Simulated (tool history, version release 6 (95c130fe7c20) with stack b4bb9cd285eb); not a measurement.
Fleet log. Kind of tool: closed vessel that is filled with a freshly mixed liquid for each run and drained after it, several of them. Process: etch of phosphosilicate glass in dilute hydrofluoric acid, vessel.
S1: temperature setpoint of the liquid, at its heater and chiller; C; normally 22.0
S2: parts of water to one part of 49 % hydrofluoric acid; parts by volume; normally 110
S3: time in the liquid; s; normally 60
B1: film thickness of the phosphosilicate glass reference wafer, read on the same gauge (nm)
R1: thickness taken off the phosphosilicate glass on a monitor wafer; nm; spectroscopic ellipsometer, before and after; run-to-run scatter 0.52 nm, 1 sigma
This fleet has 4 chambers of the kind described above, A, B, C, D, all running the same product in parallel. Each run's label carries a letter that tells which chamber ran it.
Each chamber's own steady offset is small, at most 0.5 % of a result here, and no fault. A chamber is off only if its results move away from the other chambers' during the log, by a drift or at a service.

run   hour    S1   S2  S3      B1       R1
 1A   10.5  22.0  110  60  110.03   75.885
 2D   25.5  22.0  110  60  109.99   77.385
 3C   35.4  22.0  110  60  110.03   75.914
 4B   45.9  22.0  110  60  109.98   76.087
 5D   53.6  22.0  110  60  109.99   77.836
 6A   63.3  22.0   80  35  110.02   64.521
 7C   76.0  22.0   80  35  109.99   64.561
 8B   84.3  22.0   80  35  109.99   62.774
 9D   93.5  22.0   80  35  110.00   62.840
10C  101.1  22.0  110  60  109.99   77.854
11A  110.6  22.0  110  60  110.00   78.191
12B  124.1  22.0  110  60  110.01   77.027
13A  138.6  22.0  110  60  110.02   77.560
14B  149.0  22.0  110  60  110.01   76.199
15C  159.9  22.0  110  60  110.02   78.158
16D  167.4  22.0  110  60  110.02   77.224
17B  181.8  22.0  110  60  110.02   76.412
18D  189.7  22.0  135  90  110.01   90.949
     197.9  -- chamber B: hydrofluoric acid flow meter replaced
19A  200.6  22.0  135  90  109.99   91.374
20C  214.1  22.0  135  90  109.97   93.191
21D  226.1  22.0  135  90  110.00   90.441
22A  233.3  26.5  110  60  110.01   90.548
23B  247.9  26.5  110  60  109.98   92.011
24C  258.9  26.5  110  60  110.02   94.550
25B  269.6  26.5  110  60  110.02   91.234
26A  279.7  22.0  110  60  110.00   76.442
27D  292.8  22.0  110  60  109.99   76.051
28C  299.6  22.0   85  85  109.99  152.040
29A  306.3  22.0   85  85  109.99  146.750
30B  313.6  22.0   85  85  110.02  146.170
31D  325.9  22.0   85  85  110.00  145.310
32C  332.7  22.0  110  60  109.98   80.153
33C  343.8  22.0  110  60  110.00   79.133
34D  351.5  22.0  110  60  109.98   76.132
35A  361.0  22.0  135  60  110.01   61.190
36B  371.2  22.0  135  60  109.98   60.820
37B  385.6  22.0  135  60  109.99   60.036
38D  393.4  22.0  135  60  110.00   60.685
39C  400.7  22.0  110  60  110.00   80.190

Predict what each chamber gives when all 4 of them run the settings below next.
40A  411.6  22.0  70  60       ?
40B  411.6  22.0  70  60       ?
40C  411.6  22.0  70  60       ?
40D  411.6  22.0  70  60       ?

run       R1
40A  128.430
40B  126.600
40C  133.790
40D  127.040
